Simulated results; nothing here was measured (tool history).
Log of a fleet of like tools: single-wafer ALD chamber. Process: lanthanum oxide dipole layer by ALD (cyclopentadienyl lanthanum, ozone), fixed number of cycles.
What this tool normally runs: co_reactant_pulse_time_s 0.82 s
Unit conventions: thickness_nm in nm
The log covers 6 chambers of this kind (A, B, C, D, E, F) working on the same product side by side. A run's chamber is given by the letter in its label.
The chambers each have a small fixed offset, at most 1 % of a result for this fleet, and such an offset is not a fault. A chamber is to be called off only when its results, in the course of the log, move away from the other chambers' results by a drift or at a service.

| run | hour | co_reactant_pulse_time_s | hours since the last thermocouple change | hours since the last ozone generator service | read-back reference wafer on the same gauge, thickness_nm | thickness_nm |
|---|---|---|---|---|---|---|
| 1D | 5.9 | 0.82 | 2655.4 | 269.9 | 0.45590 | 0.46641 |
| 2E | 13.9 | 0.82 | 1132.5 | 1407.6 | 0.45614 | 0.46498 |
| 3B | 19.4 | 0.82 | 1246.5 | 590.1 | 0.45576 | 0.46293 |
| 4C | 27.8 | 0.82 | 141.7 | 584.2 | 0.45584 | 0.46331 |
| 5F | 33.6 | 0.92 | 54.0 | 489.1 | 0.45601 | 0.48286 |
|  | 43.0 | chamber D: thermocouple changed; heater temperature recalibrated |
| 6A | 43.5 | 0.92 | 1734.7 | 690.0 | 0.45591 | 0.48419 |
| 7C | 54.1 | 0.92 | 168.0 | 610.5 | 0.45639 | 0.48423 |
| 8D | 64.4 | 0.92 | 21.5 | 328.4 | 0.45613 | 0.48856 |
|  | 68.1 | chamber E: thermocouple changed; heater temperature recalibrated |
| 9E | 74.0 | 0.92 | 6.0 | 1467.7 | 0.45578 | 0.48608 |
| 10F | 80.3 | 0.92 | 100.7 | 535.8 | 0.45610 | 0.48282 |
| 11A | 87.0 | 0.82 | 1778.2 | 733.5 | 0.45642 | 0.46369 |
|  | 90.8 | chamber B: ozone generator serviced |
| 12B | 97.6 | 0.82 | 1324.7 | 6.9 | 0.45604 | 0.46509 |
| 13E | 106.7 | 0.82 | 38.7 | 1500.4 | 0.45589 | 0.46580 |
| 14D | 113.3 | 0.82 | 70.4 | 377.3 | 0.45602 | 0.46735 |
| 15A | 121.7 | 0.82 | 1812.9 | 768.2 | 0.45590 | 0.46352 |
| 16C | 132.2 | 0.82 | 246.1 | 688.6 | 0.45596 | 0.46164 |
| 17B | 142.3 | 0.82 | 1369.4 | 51.6 | 0.45568 | 0.46535 |
| 18F | 148.6 | 0.82 | 169.0 | 604.1 | 0.45589 | 0.46113 |
| 19B | 153.5 | 0.82 | 1380.6 | 62.8 | 0.45600 | 0.46392 |
| 20F | 158.8 | 0.82 | 179.2 | 614.3 | 0.45579 | 0.46324 |
| 21E | 163.9 | 0.82 | 95.9 | 1557.6 | 0.45590 | 0.46537 |
| 22C | 174.6 | 0.82 | 288.5 | 731.0 | 0.45584 | 0.46252 |
| 23D | 181.6 | 0.82 | 138.7 | 445.6 | 0.45587 | 0.46851 |
|  | 186.2 | chamber A: thermocouple changed; heater temperature recalibrated |
| 24A | 190.6 | 0.82 | 4.4 | 837.1 | 0.45604 | 0.46333 |
| 25C | 198.3 | 0.82 | 312.2 | 754.7 | 0.45609 | 0.46186 |
| 26B | 206.4 | 0.82 | 1433.5 | 115.7 | 0.45581 | 0.46546 |
|  | 207.4 | chamber E: ozone generator serviced |
| 27D | 211.3 | 0.82 | 168.4 | 475.3 | 0.45607 | 0.46697 |
| 28A | 221.0 | 0.82 | 34.8 | 867.5 | 0.45596 | 0.46327 |
| 29E | 231.9 | 0.82 | 163.9 | 24.5 | 0.45606 | 0.46801 |
| 30F | 238.4 | 0.82 | 258.8 | 693.9 | 0.45586 | 0.46113 |
| 31C | 248.1 | 0.82 | 362.0 | 804.5 | 0.45588 | 0.45965 |
|  | 252.7 | chamber A: ozone generator serviced |
|  | 253.2 | chamber B: thermocouple changed; heater temperature recalibrated |
| 32F | 258.9 | 0.82 | 279.3 | 714.4 | 0.45607 | 0.46323 |
| 33A | 264.5 | 0.82 | 78.3 | 11.8 | 0.45610 | 0.46313 |
| 34E | 269.9 | 0.82 | 201.9 | 62.5 | 0.45610 | 0.46526 |
| 35D | 278.7 | 1.02 | 235.8 | 542.7 | 0.45577 | 0.50285 |
| 36B | 288.4 | 1.02 | 35.3 | 197.7 | 0.45596 | 0.49971 |
| 37F | 295.8 | 1.02 | 316.2 | 751.3 | 0.45592 | 0.49911 |
| 38C | 301.7 | 1.02 | 415.6 | 858.1 | 0.45602 | 0.49525 |
| 39A | 311.8 | 1.02 | 125.6 | 59.1 | 0.45617 | 0.50235 |
| 40D | 317.3 | 1.02 | 274.4 | 581.3 | 0.45610 | 0.50271 |
| 41E | 326.8 | 0.82 | 258.8 | 119.4 | 0.45606 | 0.46779 |
| 42B | 336.9 | 0.82 | 83.8 | 246.2 | 0.45606 | 0.46588 |
| 43B | 345.8 | 0.82 | 92.7 | 255.1 | 0.45583 | 0.46441 |
| 44C | 351.3 | 0.82 | 465.2 | 907.7 | 0.45601 | 0.45748 |

Decide between three cases: one chamber stands off from its peers, the gauge reading all wafers drifts, or nothing is wrong past each chamber's small offset. Where a chamber is off, say which and what most likely put it there.

Little by little, chamber C moves away from the other chambers.
Cause: ozone dose below that of a generator just serviced (%) = 3.09.

Below are 4 candidate recipes for chamber C's next run, each the usual settings with a change, their results shown as question marks. Which of them brings C's results back in line with what the other chambers give on the usual settings?
In line here means within this much of the mean the other chambers give on the usual settings: thickness_nm 0.00370 nm
| 45C-1 | 359.1 | 0.85 |  |  |  | ? |
| 45C-2 | 359.1 | 0.77 |  |  |  | ? |
| 45C-3 | 359.1 | 0.88 |  |  |  | ? |
| 45C-4 | 359.1 | 0.79 |  |  |  | ? |

Other chambers, usual settings, mean: thickness_nm 0.46455 nm
| run | thickness_nm |
|---|---|
| 45C-1 | 0.46446 |
| 45C-2 | 0.44566 |
| 45C-3 | 0.47079 |
| 45C-4 | 0.45064 |
The answer is 45C-1, which returns the chamber to within the allowed miss of the others.
